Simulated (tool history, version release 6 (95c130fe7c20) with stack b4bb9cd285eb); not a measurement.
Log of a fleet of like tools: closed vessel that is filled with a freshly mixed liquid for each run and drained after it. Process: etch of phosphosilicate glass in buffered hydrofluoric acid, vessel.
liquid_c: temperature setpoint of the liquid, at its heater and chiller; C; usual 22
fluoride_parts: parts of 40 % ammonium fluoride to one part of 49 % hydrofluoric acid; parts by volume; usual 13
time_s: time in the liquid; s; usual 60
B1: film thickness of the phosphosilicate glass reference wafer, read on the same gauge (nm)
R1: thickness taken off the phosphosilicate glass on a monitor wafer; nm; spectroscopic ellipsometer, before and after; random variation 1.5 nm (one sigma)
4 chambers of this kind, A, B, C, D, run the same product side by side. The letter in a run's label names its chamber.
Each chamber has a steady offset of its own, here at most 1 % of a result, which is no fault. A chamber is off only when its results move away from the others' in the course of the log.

{"run": "1C", "day": 0.396, "liquid_c": 22, "fluoride_parts": 13, "time_s": 60, "B1": 59.961, "R1": 272.06}
{"day": 0.588, "done": "chamber B: hydrofluoric acid flow meter replaced"}
{"run": "2B", "day": 0.875, "liquid_c": 22, "fluoride_parts": 13, "time_s": 60, "B1": 59.982, "R1": 270.68}
{"run": "3A", "day": 1.217, "liquid_c": 22, "fluoride_parts": 13, "time_s": 60, "B1": 59.996, "R1": 272.18}
{"run": "4D", "day": 1.588, "liquid_c": 22, "fluoride_parts": 13, "time_s": 60, "B1": 60.042, "R1": 277.2}
{"run": "5D", "day": 1.896, "liquid_c": 22, "fluoride_parts": 13, "time_s": 60, "B1": 60.001, "R1": 276.28}
{"run": "6A", "day": 2.162, "liquid_c": 22, "fluoride_parts": 13, "time_s": 60, "B1": 59.987, "R1": 273.91}
{"run": "7B", "day": 2.642, "liquid_c": 22, "fluoride_parts": 13, "time_s": 60, "B1": 60.016, "R1": 271.65}
{"run": "8C", "day": 3.121, "liquid_c": 22, "fluoride_parts": 13, "time_s": 60, "B1": 60.018, "R1": 274.14}
{"run": "9C", "day": 3.708, "liquid_c": 22, "fluoride_parts": 13, "time_s": 60, "B1": 59.994, "R1": 274.68}
{"run": "10D", "day": 4.288, "liquid_c": 22, "fluoride_parts": 13, "time_s": 60, "B1": 59.968, "R1": 275.79}
{"run": "11B", "day": 4.55, "liquid_c": 22, "fluoride_parts": 13, "time_s": 60, "B1": 59.986, "R1": 275.12}
{"run": "12A", "day": 4.954, "liquid_c": 22, "fluoride_parts": 13, "time_s": 60, "B1": 60.004, "R1": 271.52}
{"run": "13D", "day": 5.354, "liquid_c": 26, "fluoride_parts": 13, "time_s": 75, "B1": 60.027, "R1": 425.76}
{"run": "14A", "day": 5.642, "liquid_c": 26, "fluoride_parts": 13, "time_s": 75, "B1": 60.003, "R1": 427.54}
{"run": "15B", "day": 6.208, "liquid_c": 26, "fluoride_parts": 13, "time_s": 75, "B1": 59.957, "R1": 423.1}
{"run": "16C", "day": 6.496, "liquid_c": 26, "fluoride_parts": 13, "time_s": 75, "B1": 59.996, "R1": 426.23}
{"run": "17D", "day": 7.096, "liquid_c": 22, "fluoride_parts": 13, "time_s": 60, "B1": 60, "R1": 274.23}
{"run": "18A", "day": 7.433, "liquid_c": 22, "fluoride_parts": 13, "time_s": 60, "B1": 59.99, "R1": 272.58}
{"day": 7.671, "done": "chamber B: thermometer replaced"}
{"run": "19B", "day": 7.904, "liquid_c": 22, "fluoride_parts": 13, "time_s": 90, "B1": 59.974, "R1": 405.74}
{"run": "20C", "day": 8.308, "liquid_c": 22, "fluoride_parts": 13, "time_s": 90, "B1": 60.032, "R1": 407.79}
{"run": "21A", "day": 8.708, "liquid_c": 22, "fluoride_parts": 13, "time_s": 90, "B1": 60.007, "R1": 410.39}
{"run": "22B", "day": 9.258, "liquid_c": 22, "fluoride_parts": 13, "time_s": 90, "B1": 59.979, "R1": 405.88}
{"day": 9.308, "done": "chamber C: hydrofluoric acid flow meter replaced"}
{"run": "23C", "day": 9.738, "liquid_c": 22, "fluoride_parts": 13, "time_s": 60, "B1": 59.99, "R1": 272.6}
{"day": 10.096, "done": "chamber A: thermometer replaced"}
{"run": "24D", "day": 10.242, "liquid_c": 22, "fluoride_parts": 13, "time_s": 60, "B1": 59.974, "R1": 273.81}
{"run": "25C", "day": 10.775, "liquid_c": 22, "fluoride_parts": 13, "time_s": 60, "B1": 59.987, "R1": 275.07}
{"run": "26B", "day": 11.367, "liquid_c": 22, "fluoride_parts": 13, "time_s": 75, "B1": 59.997, "R1": 339.59}
{"run": "27A", "day": 11.638, "liquid_c": 22, "fluoride_parts": 13, "time_s": 75, "B1": 60.027, "R1": 340.24}
{"run": "28D", "day": 11.904, "liquid_c": 22, "fluoride_parts": 13, "time_s": 75, "B1": 60.021, "R1": 343.11}
{"run": "29B", "day": 12.267, "liquid_c": 22, "fluoride_parts": 13, "time_s": 75, "B1": 59.987, "R1": 339.66}
{"run": "30A", "day": 12.742, "liquid_c": 22, "fluoride_parts": 13, "time_s": 60, "B1": 60.004, "R1": 273.83}
{"run": "31D", "day": 13.175, "liquid_c": 22, "fluoride_parts": 13, "time_s": 60, "B1": 60.011, "R1": 277.57}
{"run": "32C", "day": 13.654, "liquid_c": 22, "fluoride_parts": 13, "time_s": 60, "B1": 59.981, "R1": 271.98}
{"run": "33B", "day": 13.954, "liquid_c": 22, "fluoride_parts": 13, "time_s": 60, "B1": 59.989, "R1": 272.66}

What goes on in this fleet: one chamber off, a drifting gauge, or nothing beyond the chambers' own small offsets? Name the chamber and the cause, if any.

No chamber stands off beyond its own small offset, and the gauge holds steady.
